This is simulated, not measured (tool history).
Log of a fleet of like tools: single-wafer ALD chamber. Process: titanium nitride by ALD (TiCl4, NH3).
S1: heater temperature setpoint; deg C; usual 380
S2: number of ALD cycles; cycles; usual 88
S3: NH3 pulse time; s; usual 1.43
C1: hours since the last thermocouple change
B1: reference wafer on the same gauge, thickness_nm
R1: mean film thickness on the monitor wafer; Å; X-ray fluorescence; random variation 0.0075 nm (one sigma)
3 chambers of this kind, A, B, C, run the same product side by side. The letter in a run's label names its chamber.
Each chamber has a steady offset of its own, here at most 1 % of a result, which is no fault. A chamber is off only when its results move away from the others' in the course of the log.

run	day	S1	S2	S3	C1	B1	R1
1A	0.179	380	88	1.43	582.9	2.1599	18.552
2C	0.308	380	88	1.43	252.8	2.1610	18.632
3B	0.404	380	88	1.43	1205.9	2.1604	18.760
4C	0.583	380	88	1.43	259.4	2.1607	18.713
5A	0.712	380	88	1.43	595.7	2.1591	18.691
6B	0.846	380	88	1.43	1216.5	2.1598	18.778
7A	0.971	380	88	1.43	601.9	2.1602	18.756
8B	1.162	380	88	1.43	1224.1	2.1606	18.878
9C	1.358	380	88	1.43	278.0	2.1592	18.576
10B	1.529	380	88	1.43	1232.9	2.1611	18.797
11C	1.679	380	88	1.43	285.7	2.1586	18.732
12A	1.842	380	96	1.08	622.8	2.1616	19.886
13A	2.000	380	96	1.08	626.6	2.1606	19.938
14B	2.092	380	96	1.08	1246.4	2.1598	20.021
15C	2.271	380	88	1.43	299.9	2.1594	18.654
16B	2.454	380	88	1.43	1255.1	2.1571	18.937
17C	2.600	380	88	1.43	307.8	2.1608	18.693
18A	2.721	380	88	1.43	643.9	2.1604	18.693
19B	2.846	380	88	1.43	1264.5	2.1600	18.785
20C	2.967	380	88	1.43	316.6	2.1587	18.572
21A	3.108	380	88	1.43	653.2	2.1601	18.725
22B	3.288	380	103	1.43	1275.1	2.1601	22.116
23C	3.408	380	103	1.43	327.2	2.1589	21.733
24A	3.500	380	103	1.43	662.6	2.1607	21.827
25A	3.679	380	88	1.43	666.9	2.1607	18.698
26B	3.883	380	88	1.43	1289.4	2.1600	18.751
27C	4.083	380	88	1.43	343.4	2.1615	18.658
28C	4.258	380	88	1.43	347.6	2.1613	18.719
29A	4.442	380	88	1.43	685.2	2.1598	18.787
30B	4.554	380	88	1.43	1305.5	2.1626	18.691

Next, every chamber runs the same settings. What will each give?
31A	4.700	367	88	1.43			?
31B	4.700	367	88	1.43			?
31C	4.700	367	88	1.43			?

run	R1
31A	18.253
31B	18.306
31C	18.187

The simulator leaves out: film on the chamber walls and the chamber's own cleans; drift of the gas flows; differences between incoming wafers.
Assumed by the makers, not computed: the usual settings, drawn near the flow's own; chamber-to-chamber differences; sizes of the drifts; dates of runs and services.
